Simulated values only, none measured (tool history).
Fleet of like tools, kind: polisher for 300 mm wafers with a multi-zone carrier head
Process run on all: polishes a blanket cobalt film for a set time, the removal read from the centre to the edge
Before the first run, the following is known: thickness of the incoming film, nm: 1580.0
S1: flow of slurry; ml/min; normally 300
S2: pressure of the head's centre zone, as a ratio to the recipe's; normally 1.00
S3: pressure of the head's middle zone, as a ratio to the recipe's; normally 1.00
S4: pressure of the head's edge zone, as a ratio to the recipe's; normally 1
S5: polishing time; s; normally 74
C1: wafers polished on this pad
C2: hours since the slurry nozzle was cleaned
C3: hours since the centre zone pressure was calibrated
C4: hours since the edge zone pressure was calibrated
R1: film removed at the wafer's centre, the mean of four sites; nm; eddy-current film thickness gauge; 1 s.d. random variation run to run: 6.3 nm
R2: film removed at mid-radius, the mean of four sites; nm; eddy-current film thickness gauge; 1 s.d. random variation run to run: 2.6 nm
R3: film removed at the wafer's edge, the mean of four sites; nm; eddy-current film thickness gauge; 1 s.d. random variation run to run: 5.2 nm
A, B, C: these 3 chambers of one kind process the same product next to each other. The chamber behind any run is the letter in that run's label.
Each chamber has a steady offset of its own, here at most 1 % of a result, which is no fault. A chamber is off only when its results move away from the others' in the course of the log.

{"run": "1A", "hour": 7.2, "S1": 300, "S2": 1.0, "S3": 1.0, "S4": 1, "S5": 74, "C1": 659, "C2": 24.9, "C3": 206.4, "C4": 575.8, "R1": 427.31, "R2": 425.24, "R3": 416.66}
{"run": "2C", "hour": 14.3, "S1": 300, "S2": 1.0, "S3": 1.0, "S4": 1, "S5": 74, "C1": 945, "C2": 548.4, "C3": 501.1, "C4": 264.8, "R1": 424.97, "R2": 424.08, "R3": 423.11}
{"hour": 22.2, "done": "chamber C: worn pad replaced by a new one"}
{"run": "3B", "hour": 27.6, "S1": 300, "S2": 1.0, "S3": 1.0, "S4": 1, "S5": 74, "C1": 692, "C2": 120.2, "C3": 1134.2, "C4": 301.7, "R1": 415.59, "R2": 418.51, "R3": 423.73}
{"hour": 28.1, "done": "chamber B: edge zone pressure recalibrated"}
{"hour": 29.8, "done": "chamber B: worn pad replaced by a new one"}
{"hour": 38.5, "done": "chamber C: edge zone pressure recalibrated"}
{"hour": 40.1, "done": "chamber A: edge zone pressure recalibrated"}
{"run": "4A", "hour": 41.0, "S1": 300, "S2": 1.0, "S3": 1.0, "S4": 1, "S5": 74, "C1": 1008, "C2": 58.7, "C3": 240.2, "C4": 1.0, "R1": 412.1, "R2": 425.09, "R3": 414.04}
{"run": "5C", "hour": 51.2, "S1": 300, "S2": 1.0, "S3": 1.0, "S4": 1, "S5": 74, "C1": 300, "C2": 585.3, "C3": 538.0, "C4": 12.7, "R1": 415.07, "R2": 430.32, "R3": 419.94}
{"run": "6B", "hour": 59.3, "S1": 370, "S2": 1.0, "S3": 1.07, "S4": 1, "S5": 74, "C1": 305, "C2": 151.9, "C3": 1165.9, "C4": 31.3, "R1": 433.99, "R2": 454.4, "R3": 432.59}
{"run": "7B", "hour": 66.4, "S1": 370, "S2": 1.0, "S3": 1.07, "S4": 1, "S5": 74, "C1": 378, "C2": 159.0, "C3": 1173.0, "C4": 38.4, "R1": 438.19, "R2": 461.08, "R3": 422.38}
{"hour": 67.0, "done": "chamber A: worn pad replaced by a new one"}
{"run": "8A", "hour": 77.6, "S1": 370, "S2": 1.0, "S3": 1.07, "S4": 1, "S5": 74, "C1": 110, "C2": 95.3, "C3": 276.8, "C4": 37.6, "R1": 433.43, "R2": 460.4, "R3": 424.28}
{"hour": 82.8, "done": "chamber C: centre zone pressure recalibrated"}
{"run": "9C", "hour": 84.8, "S1": 300, "S2": 1.0, "S3": 1.0, "S4": 1, "S5": 74, "C1": 647, "C2": 618.9, "C3": 2.1, "C4": 46.3, "R1": 426.84, "R2": 427.48, "R3": 429.93}
{"run": "10A", "hour": 93.2, "S1": 300, "S2": 1.0, "S3": 1.0, "S4": 1, "S5": 74, "C1": 271, "C2": 110.9, "C3": 292.4, "C4": 53.2, "R1": 412.71, "R2": 423.63, "R3": 415.76}
{"hour": 96.8, "done": "chamber B: worn pad replaced by a new one"}
{"hour": 97.3, "done": "chamber B: centre zone pressure recalibrated"}
{"run": "11C", "hour": 108.4, "S1": 300, "S2": 1.04, "S3": 1.0, "S4": 1, "S5": 74, "C1": 891, "C2": 642.5, "C3": 25.7, "C4": 69.9, "R1": 444.48, "R2": 419.57, "R3": 418.35}
{"hour": 111.8, "done": "chamber C: worn pad replaced by a new one"}
{"run": "12B", "hour": 116.7, "S1": 300, "S2": 1.04, "S3": 1.0, "S4": 1, "S5": 74, "C1": 206, "C2": 209.3, "C3": 19.5, "C4": 88.7, "R1": 453.62, "R2": 422.64, "R3": 420.7}
{"run": "13C", "hour": 131.9, "S1": 300, "S2": 1.04, "S3": 1.0, "S4": 1, "S5": 74, "C1": 207, "C2": 666.0, "C3": 49.2, "C4": 93.4, "R1": 450.07, "R2": 422.36, "R3": 425.9}
{"run": "14B", "hour": 147.6, "S1": 300, "S2": 1.0, "S3": 1.0, "S4": 1, "S5": 74, "C1": 525, "C2": 240.2, "C3": 50.4, "C4": 119.6, "R1": 421.22, "R2": 421.81, "R3": 417.45}
{"run": "15A", "hour": 162.0, "S1": 300, "S2": 1.0, "S3": 1.0, "S4": 1, "S5": 74, "C1": 981, "C2": 179.7, "C3": 361.2, "C4": 122.0, "R1": 424.43, "R2": 423.15, "R3": 416.08}
{"hour": 167.7, "done": "chamber B: worn pad replaced by a new one"}
{"run": "16A", "hour": 169.2, "S1": 300, "S2": 1.0, "S3": 1.0, "S4": 1, "S5": 74, "C1": 1056, "C2": 186.9, "C3": 368.4, "C4": 129.2, "R1": 428.46, "R2": 427.21, "R3": 412.12}
{"run": "17B", "hour": 177.7, "S1": 300, "S2": 1.0, "S3": 1.0, "S4": 1, "S5": 74, "C1": 103, "C2": 270.3, "C3": 80.5, "C4": 149.7, "R1": 414.4, "R2": 422.93, "R3": 421.15}
{"hour": 187.6, "done": "chamber A: worn pad replaced by a new one"}
{"run": "18C", "hour": 190.2, "S1": 300, "S2": 1.0, "S3": 1.0, "S4": 1, "S5": 74, "C1": 809, "C2": 724.3, "C3": 107.5, "C4": 151.7, "R1": 424.3, "R2": 422.07, "R3": 421.18}
{"run": "19C", "hour": 199.3, "S1": 345, "S2": 1.0, "S3": 1.0, "S4": 1, "S5": 51, "C1": 903, "C2": 733.4, "C3": 116.6, "C4": 160.8, "R1": 300.15, "R2": 295.05, "R3": 288.52}
{"run": "20A", "hour": 210.8, "S1": 345, "S2": 1.0, "S3": 1.0, "S4": 1, "S5": 51, "C1": 239, "C2": 228.5, "C3": 410.0, "C4": 170.8, "R1": 293.22, "R2": 295.56, "R3": 288.64}

Predict what each chamber gives when all 3 of them run the settings below next.
{"run": "21A", "hour": 222.2, "S1": 300, "S2": 1.0, "S3": 1.0, "S4": 1, "S5": 74, "R1": "?", "R2": "?", "R3": "?"}
{"run": "21B", "hour": 222.2, "S1": 300, "S2": 1.0, "S3": 1.0, "S4": 1, "S5": 74, "R1": "?", "R2": "?", "R3": "?"}
{"run": "21C", "hour": 222.2, "S1": 300, "S2": 1.0, "S3": 1.0, "S4": 1, "S5": 74, "R1": "?", "R2": "?", "R3": "?"}

run=21A R1=413.55 R2=423.15 R3=417.27
run=21B R1=425.65 R2=422.17 R3=426.36
run=21C R1=421.86 R2=422.69 R3=424.58
